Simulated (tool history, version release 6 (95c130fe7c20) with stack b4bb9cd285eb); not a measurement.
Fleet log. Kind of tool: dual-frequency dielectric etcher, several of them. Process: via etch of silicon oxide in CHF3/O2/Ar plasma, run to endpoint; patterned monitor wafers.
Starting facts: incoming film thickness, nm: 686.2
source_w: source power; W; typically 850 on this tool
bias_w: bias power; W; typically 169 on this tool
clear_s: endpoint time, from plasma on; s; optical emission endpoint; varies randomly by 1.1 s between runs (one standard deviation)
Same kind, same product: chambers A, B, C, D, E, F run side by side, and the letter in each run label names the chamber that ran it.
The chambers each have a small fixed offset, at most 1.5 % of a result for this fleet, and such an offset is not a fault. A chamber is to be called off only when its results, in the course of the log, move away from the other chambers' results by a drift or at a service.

Run 1C, day 0.575: usual settings. Result: clear_s 310.67 s.
Run 2F, day 1.025: usual settings. Result: clear_s 305.97 s.
Run 3A, day 1.296: usual settings. Result: clear_s 312.15 s.
Run 4B, day 1.717: usual settings. Result: clear_s 308.79 s.
Run 5D, day 2.088: usual settings. Result: clear_s 307.66 s.
Run 6E, day 2.467: usual settings. Result: clear_s 307.14 s.
Run 7C, day 2.846: usual settings but source_w 680 W, bias_w 192 W. Result: clear_s 327.7 s.
Run 8B, day 3.283: usual settings but source_w 680 W, bias_w 192 W. Result: clear_s 321.69 s.
Run 9A, day 3.75: usual settings but source_w 680 W, bias_w 192 W. Result: clear_s 327.11 s.
Run 10F, day 4.075: usual settings but source_w 680 W, bias_w 192 W. Result: clear_s 322.77 s.
Run 11D, day 4.354: usual settings but source_w 680 W, bias_w 192 W. Result: clear_s 318.72 s.
Run 12E, day 4.825: usual settings but source_w 680 W, bias_w 192 W. Result: clear_s 320 s.
Run 13D, day 5.083: usual settings. Result: clear_s 307.57 s.
Run 14F, day 5.412: usual settings. Result: clear_s 308.11 s.
Run 15B, day 5.733: usual settings. Result: clear_s 308.05 s.
At day 6.083: chamber D: wet clean of the chamber.
Run 16E, day 6.196: usual settings. Result: clear_s 306.29 s.
Run 17C, day 6.683: usual settings. Result: clear_s 312.52 s.
Run 18A, day 7.104: usual settings but source_w 770 W, bias_w 142 W. Result: clear_s 344.42 s.
Run 19C, day 7.354: usual settings but source_w 770 W, bias_w 142 W. Result: clear_s 342.32 s.
Run 20B, day 7.892: usual settings but source_w 770 W, bias_w 142 W. Result: clear_s 341.82 s.
Run 21F, day 8.35: usual settings but source_w 770 W, bias_w 142 W. Result: clear_s 338.51 s.
Run 22A, day 8.621: usual settings but source_w 770 W, bias_w 142 W. Result: clear_s 345.54 s.
Run 23D, day 9.154: usual settings but source_w 770 W, bias_w 142 W. Result: clear_s 339.3 s.
Run 24E, day 9.625: usual settings. Result: clear_s 307.89 s.
Run 25A, day 9.942: usual settings. Result: clear_s 312.45 s.
At day 10.242: chamber F: wet clean of the chamber.
Run 26F, day 10.333: usual settings but bias_w 155 W. Result: clear_s 317.26 s.
Run 27D, day 10.821: usual settings but bias_w 155 W. Result: clear_s 315.12 s.
Run 28E, day 11.179: usual settings but bias_w 155 W. Result: clear_s 314.94 s.
At day 11.588: chamber C: wet clean of the chamber.
Run 29C, day 11.692: usual settings but bias_w 155 W. Result: clear_s 321.32 s.
At day 12.046: chamber E: bias power generator calibrated.
At day 12.083: chamber B: bias power generator calibrated.
Run 30B, day 12.204: usual settings but bias_w 155 W. Result: clear_s 316.87 s.
At day 12.533: chamber A: wet clean of the chamber.
Run 31D, day 12.667: usual settings but bias_w 155 W. Result: clear_s 315.46 s.
Run 32C, day 12.954: usual settings. Result: clear_s 312.58 s.
Run 33A, day 13.321: usual settings. Result: clear_s 314.77 s.
Run 34E, day 13.875: usual settings. Result: clear_s 306.95 s.
Run 35B, day 14.325: usual settings. Result: clear_s 309.79 s.
Run 36F, day 14.575: usual settings. Result: clear_s 308.62 s.
Run 37F, day 14.942: usual settings. Result: clear_s 307.3 s.
Run 38D, day 15.192: usual settings. Result: clear_s 306.51 s.
At day 15.458: chamber E: wet clean of the chamber.
Run 39B, day 15.512: usual settings but bias_w 140 W. Result: clear_s 327.98 s.
Run 40E, day 16.004: usual settings but bias_w 140 W. Result: clear_s 327.75 s.

Decide between three cases: one chamber stands off from its peers, the gauge reading all wafers drifts, or nothing is wrong past each chamber's small offset. Where a chamber is off, say which and what most likely put it there.

The fleet is healthy, with each chamber sitting at its usual small offset and no drift in the gauge.

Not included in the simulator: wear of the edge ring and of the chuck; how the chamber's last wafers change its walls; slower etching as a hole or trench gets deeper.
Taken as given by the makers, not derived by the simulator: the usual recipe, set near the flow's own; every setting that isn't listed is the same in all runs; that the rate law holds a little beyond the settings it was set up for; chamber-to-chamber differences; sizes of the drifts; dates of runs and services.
